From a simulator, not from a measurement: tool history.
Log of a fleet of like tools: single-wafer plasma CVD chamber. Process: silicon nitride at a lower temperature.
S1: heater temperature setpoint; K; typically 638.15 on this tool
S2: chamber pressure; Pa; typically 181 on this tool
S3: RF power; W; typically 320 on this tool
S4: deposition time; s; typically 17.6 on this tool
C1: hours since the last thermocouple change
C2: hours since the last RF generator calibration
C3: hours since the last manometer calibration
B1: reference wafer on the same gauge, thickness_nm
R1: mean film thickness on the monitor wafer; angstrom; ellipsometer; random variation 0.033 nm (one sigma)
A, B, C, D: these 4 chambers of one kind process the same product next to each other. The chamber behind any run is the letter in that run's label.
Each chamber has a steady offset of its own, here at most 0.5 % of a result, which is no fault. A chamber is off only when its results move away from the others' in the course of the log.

run	hour	S1	S2	S3	S4	C1	C2	C3	B1	R1
# hour 2.3: chamber A: capacitance manometer re-zeroed and calibrated
1B	5.6	638.15	181	320	17.6	620.8	1154.3	1050.7	21.896	205.18
2A	16.6	638.15	181	320	17.6	194.2	2051.7	14.3	21.895	205.09
3C	23.2	638.15	181	320	17.6	1181.8	540.4	2580.3	21.888	205.05
4D	35.4	638.15	181	320	17.6	1804.8	334.9	1468.7	21.879	204.89
5A	44.5	638.15	181	320	17.6	222.1	2079.6	42.2	21.884	204.47
# hour 44.8: chamber D: capacitance manometer re-zeroed and calibrated
6D	56.8	638.15	181	320	17.6	1826.2	356.3	12.1	21.888	205.03
7C	62.7	638.15	181	320	17.6	1221.3	579.9	2619.8	21.87	204.33
8B	70.5	638.15	181	320	17.6	685.7	1219.2	1115.6	21.872	204.83
9C	79.7	638.15	181	320	17.6	1238.3	596.9	2636.8	21.874	204.5
10B	86.2	625.15	209	320	17.6	701.4	1234.9	1131.3	21.865	213.52
11D	97.1	625.15	209	320	17.6	1866.5	396.6	52.4	21.87	213.92
12A	104.1	625.15	209	320	17.6	281.7	2139.2	101.8	21.863	214.55
13C	110.8	625.15	209	320	17.6	1269.4	628	2667.9	21.856	213.36
14D	121.2	638.15	181	320	17.6	1890.6	420.7	76.5	21.859	204.48
15B	133	638.15	181	320	17.6	748.2	1281.7	1178.1	21.852	203.92
16A	143.6	638.15	181	320	17.6	321.2	2178.7	141.3	21.854	204.64
17B	149.2	638.15	181	320	17.6	764.4	1297.9	1194.3	21.841	203.99
18A	160.3	633.15	181	320	16.4	337.9	2195.4	158	21.835	191.5
19C	166.9	633.15	181	320	16.4	1325.5	684.1	2724	21.83	190.37
20D	175.9	633.15	181	320	16.4	1945.3	475.4	131.2	21.833	191.05
21A	187.9	633.15	181	320	16.4	365.5	2223	185.6	21.834	191.34
22B	197	638.15	181	340	17.6	812.2	1345.7	1242.1	21.823	212.48
23C	206.5	638.15	181	340	17.6	1365.1	723.7	2763.6	21.821	212.23
24D	213.1	638.15	181	340	17.6	1982.5	512.6	168.4	21.821	211.93
25C	220.8	638.15	181	340	17.6	1379.4	738	2777.9	21.817	212.36
26D	228.3	638.15	181	320	17.6	1997.7	527.8	183.6	21.809	203.68
27A	239.1	633.15	181	320	17.6	416.7	2274.2	236.8	21.82	204.7
# hour 247.9: chamber B: RF generator calibrated
28B	250.6	633.15	181	320	17.6	865.8	2.7	1295.7	21.811	203.9
29B	262	633.15	181	320	17.6	877.2	14.1	1307.1	21.798	204.29
30C	273.7	633.15	181	320	17.6	1432.3	790.9	2830.8	21.803	204.01
31A	286.5	638.15	181	320	17.6	464.1	2321.6	284.2	21.799	204.85
32D	295.3	638.15	181	320	17.6	2064.7	594.8	250.6	21.789	203.82
33C	304.3	638.15	181	320	17.6	1462.9	821.5	2861.4	21.787	203.44
34A	315	638.15	181	320	17.6	492.6	2350.1	312.7	21.785	203.85
35B	322.1	638.15	181	320	17.6	937.3	74.2	1367.2	21.778	203.52
36D	329.2	638.15	181	320	17.6	2098.6	628.7	284.5	21.782	203.77
37C	339.4	638.15	181	320	17.6	1498	856.6	2896.5	21.77	203.08
38A	349.6	638.15	181	320	17.6	527.2	2384.7	347.3	21.764	204.14
# hour 352.2: chamber B: thermocouple changed; heater temperature recalibrated
39B	355.6	638.15	181	320	17.6	3.5	107.7	1400.7	21.768	203.55
40D	361.2	638.15	181	320	17.6	2130.6	660.7	316.5	21.769	202.86
41D	368.4	638.15	181	320	17.6	2137.8	667.9	323.7	21.767	203.37
# hour 369: chamber C: capacitance manometer re-zeroed and calibrated
42C	379.8	638.15	181	320	15.6	1538.4	897	10.9	21.761	180.17

The same settings go to every chamber for the next run, one line per chamber below. Forecast the results for each:
43A	389	646.15	181	320	17.6					?
43B	389	646.15	181	320	17.6					?
43C	389	646.15	181	320	17.6					?
43D	389	646.15	181	320	17.6					?

run	R1
43A	203.42
43B	203.26
43C	201.97
43D	202.49

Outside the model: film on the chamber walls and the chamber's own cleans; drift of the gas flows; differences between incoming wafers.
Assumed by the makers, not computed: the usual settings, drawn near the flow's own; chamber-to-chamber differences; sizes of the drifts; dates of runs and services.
